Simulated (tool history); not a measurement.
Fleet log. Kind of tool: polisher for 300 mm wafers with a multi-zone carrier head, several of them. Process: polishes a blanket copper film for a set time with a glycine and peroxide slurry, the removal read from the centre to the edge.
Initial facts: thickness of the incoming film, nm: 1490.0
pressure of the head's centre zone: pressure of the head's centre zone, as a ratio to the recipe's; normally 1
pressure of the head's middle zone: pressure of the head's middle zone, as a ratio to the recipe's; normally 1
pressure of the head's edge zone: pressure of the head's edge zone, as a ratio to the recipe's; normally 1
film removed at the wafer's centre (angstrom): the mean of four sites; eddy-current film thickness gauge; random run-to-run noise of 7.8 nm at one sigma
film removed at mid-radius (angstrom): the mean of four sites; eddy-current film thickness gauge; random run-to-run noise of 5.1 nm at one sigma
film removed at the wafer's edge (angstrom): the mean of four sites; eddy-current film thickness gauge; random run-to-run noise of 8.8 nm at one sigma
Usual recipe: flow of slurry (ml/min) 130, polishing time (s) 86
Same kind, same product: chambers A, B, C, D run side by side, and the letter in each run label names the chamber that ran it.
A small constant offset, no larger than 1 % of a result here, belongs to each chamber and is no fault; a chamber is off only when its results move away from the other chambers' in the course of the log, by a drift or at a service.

run   hour  flow of slurry (ml/min)  pressure of the head's centre zone  pressure of the head's middle zone  pressure of the head's edge zone  polishing time (s)  film removed at the wafer's centre (angstrom)  film removed at mid-radius (angstrom)  film removed at the wafer's edge (angstrom)
 1B    8.6                      130                                   1                                   1                                 1                  86                                         5849.9                                 5961.2                                       5820.2
 2D   17.7                      130                                   1                                   1                                 1                  86                                         5842.9                                 5968.9                                       5879.7
 3A   23.1                      130                                   1                                   1                                 1                  86                                         5894.6                                   6007                                       5917.4
      24.9  -- chamber D: edge zone pressure recalibrated
 4C     28                      130                                   1                                   1                                 1                  86                                         5989.2                                 6059.1                                       5900.7
 5C     32                      175                                1.08                                   1                                 1                  86                                         7034.8                                 6300.2                                       6234.3
      33.2  -- chamber D: worn pad replaced by a new one
 6B   40.1                      175                                1.08                                   1                                 1                  86                                         6912.3                                 6259.4                                       6015.2
 7D     49                      175                                1.08                                   1                                 1                  86                                         6944.9                                 6323.4                                         6180
 8A   57.2                      175                                1.08                                   1                                 1                  86                                         6716.9                                 6233.9                                       6103.5
      57.5  -- chamber A: worn pad replaced by a new one
 9A   62.4                      130                                   1                                   1                                 1                  86                                           5942                                 5970.6                                       5862.2
      66.9  -- chamber C: worn pad replaced by a new one
10B   69.8                      130                                   1                                   1                                 1                  86                                           5748                                 5632.6                                         5898
11D   75.9                      130                                   1                                   1                                 1                  86                                           5839                                   5837                                       5894.7
12C   81.9                      130                                   1                                   1                                 1                  86                                         5988.4                                 6008.4                                       5943.9
13A   89.9                      130                                   1                                   1                                 1                  86                                           5884                                 6030.4                                       5940.9
      94.2  -- chamber B: worn pad replaced by a new one
14B   98.5                      130                                   1                                   1                                 1                  86                                         5579.7                                 5636.4                                       5736.8
15C  103.6                      130                                   1                                   1                                 1                  86                                         5949.7                                 6033.6                                       5931.1
16D  108.6                      130                                   1                                   1                                 1                  86                                         5841.3                                 5878.4                                       5870.7
     109.1  -- chamber A: edge zone pressure recalibrated
17A  116.5                      130                                1.11                                   1                              1.11                  86                                         6580.8                                 6017.6                                       6141.8
18C  120.6                      130                                1.11                                   1                              1.11                  86                                         6784.4                                 6002.1                                       6339.3
19D  125.4                      130                                1.11                                   1                              1.11                  86                                         6591.7                                 5950.2                                       6293.3
20B  130.1                      130                                1.11                                   1                              1.11                  86                                         5903.2                                 5425.6                                       6037.3
     134.7  -- chamber D: worn pad replaced by a new one
21B  135.5                      130                                   1                                   1                                 1                  86                                         5389.5                                 5339.1                                       5610.7
22C  139.8                      130                                   1                                   1                                 1                  86                                         6028.2                                 6031.6                                       5944.7
23A  148.5                      130                                   1                                   1                                 1                  86                                         5987.9                                 5980.3                                       5965.9
24D  155.4                      165                                   1                                   1                                 1                  86                                         6155.1                                   6151                                       6103.1

All 4 chambers run these settings next. Forecast each chamber's results:
25A   162                      130                                   1                                 0.9                                 1                  86                                              ?                                      ?                                            ?
25B   162                      130                                   1                                 0.9                                 1                  86                                              ?                                      ?                                            ?
25C   162                      130                                   1                                 0.9                                 1                  86                                              ?                                      ?                                            ?
25D   162                      130                                   1                                 0.9                                 1                  86                                              ?                                      ?                                            ?

run  film removed at the wafer's centre (angstrom)  film removed at mid-radius (angstrom)  film removed at the wafer's edge (angstrom)
25A                                         5735.4                                 5406.6                                         5784
25B                                         5107.6                                 4625.7                                       5401.4
25C                                           5901                                 5439.4                                       5918.9
25D                                         5882.6                                 5269.1                                       6040.7
